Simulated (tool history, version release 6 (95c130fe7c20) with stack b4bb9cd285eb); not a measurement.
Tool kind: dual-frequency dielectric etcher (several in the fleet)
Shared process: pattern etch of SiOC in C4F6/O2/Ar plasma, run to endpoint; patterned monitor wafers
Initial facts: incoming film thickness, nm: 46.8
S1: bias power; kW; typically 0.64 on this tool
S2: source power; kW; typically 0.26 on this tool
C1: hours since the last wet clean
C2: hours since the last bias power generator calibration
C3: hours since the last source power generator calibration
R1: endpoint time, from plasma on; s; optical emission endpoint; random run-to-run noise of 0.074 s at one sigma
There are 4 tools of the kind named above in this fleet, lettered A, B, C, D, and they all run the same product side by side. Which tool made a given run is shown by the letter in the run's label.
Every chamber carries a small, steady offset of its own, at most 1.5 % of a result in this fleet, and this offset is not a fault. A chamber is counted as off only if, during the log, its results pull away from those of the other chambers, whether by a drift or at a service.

run,hour,S1,S2,C1,C2,C3,R1
1C,9.8,0.64,0.26,400.9,1475.9,1795.6,16.642
2B,21.7,0.64,0.26,151.5,41.4,386.7,17.003
3D,27.6,0.64,0.26,274.6,1692.8,2345.7,16.782
4A,40.1,0.64,0.26,653.3,313.4,1259.5,16.784
# hour 48.5: chamber A: wet clean of the chamber
5B,49.3,0.64,0.26,179.1,69,414.3,16.925
6C,60.5,0.64,0.26,451.6,1526.6,1846.3,16.684
7D,67,0.64,0.26,314,1732.2,2385.1,16.567
8A,74.9,0.64,0.26,26.4,348.2,1294.3,16.825
9B,80.9,0.64,0.26,210.7,100.6,445.9,16.819
10A,89.2,0.64,0.26,40.7,362.5,1308.6,16.827
11C,96.3,0.64,0.26,487.4,1562.4,1882.1,16.618
12D,105.4,0.64,0.28,352.4,1770.6,2423.5,16.248
13C,118.6,0.64,0.28,509.7,1584.7,1904.4,16.251
# hour 119.3: chamber D: wet clean of the chamber
14D,128.9,0.64,0.28,9.6,1794.1,2447,16.231
15B,137.1,0.64,0.28,266.9,156.8,502.1,16.504
16A,144.1,0.64,0.26,95.6,417.4,1363.5,16.722
# hour 153.2: chamber C: wet clean of the chamber
17A,153.4,0.64,0.26,104.9,426.7,1372.8,16.757
18D,165.2,0.64,0.26,45.9,1830.4,2483.3,16.898
19C,171.8,0.64,0.21,18.6,1637.9,1957.6,17.501
20B,178.4,0.64,0.21,308.2,198.1,543.4,18.457
21A,191,0.64,0.21,142.5,464.3,1410.4,18.241
22D,204.4,0.64,0.21,85.1,1869.6,2522.5,18.113
23B,213.2,0.64,0.29,343,232.9,578.2,16.327
24C,224.1,0.64,0.29,70.9,1690.2,2009.9,15.607
25D,232.3,0.64,0.29,113,1897.5,2550.4,16.11
26C,241.1,0.64,0.29,87.9,1707.2,2026.9,15.49
27A,247.2,0.64,0.26,198.7,520.5,1466.6,16.745
28B,259.4,0.64,0.26,389.2,279.1,624.4,16.854
29C,269.1,0.64,0.26,115.9,1735.2,2054.9,16.202
# hour 277.7: chamber B: wet clean of the chamber
30A,281,0.64,0.26,232.5,554.3,1500.4,16.725
31D,294.6,0.64,0.26,175.3,1959.8,2612.7,16.752
32B,306.6,0.702,0.31,29,326.3,671.6,15.269
33A,316.3,0.702,0.31,267.8,589.6,1535.7,15.249
34C,326.1,0.702,0.31,172.9,1792.2,2111.9,14.596

Is one chamber off against the others, does the gauge drift, or is nothing wrong? If a chamber is off, say which, and what the likeliest cause is.

Chamber C has stood off from the others ever since a service on it.
Most likely cause: etch rate over this chamber's usual, % = 2.82.

Below are 4 candidate recipes for chamber C's next run, each the usual settings with a change, their results shown as question marks. Which of them brings C's results back in line with what the other chambers give on the usual settings?
Allowed miss from the other chambers' usual-settings mean, per result, to count as in line: R1 0.26 s
35C-1,335.9,0.602,0.25,,,,?
35C-2,335.9,0.575,0.24,,,,?
35C-3,335.9,0.64,0.29,,,,?
35C-4,335.9,0.705,0.28,,,,?

Usual-settings mean across the other chambers: R1 16.831 s
run,R1
35C-1,16.793
35C-2,17.343
35C-3,15.553
35C-4,15.169
35C-1 is the one that brings the chamber's results back in line with the other chambers.
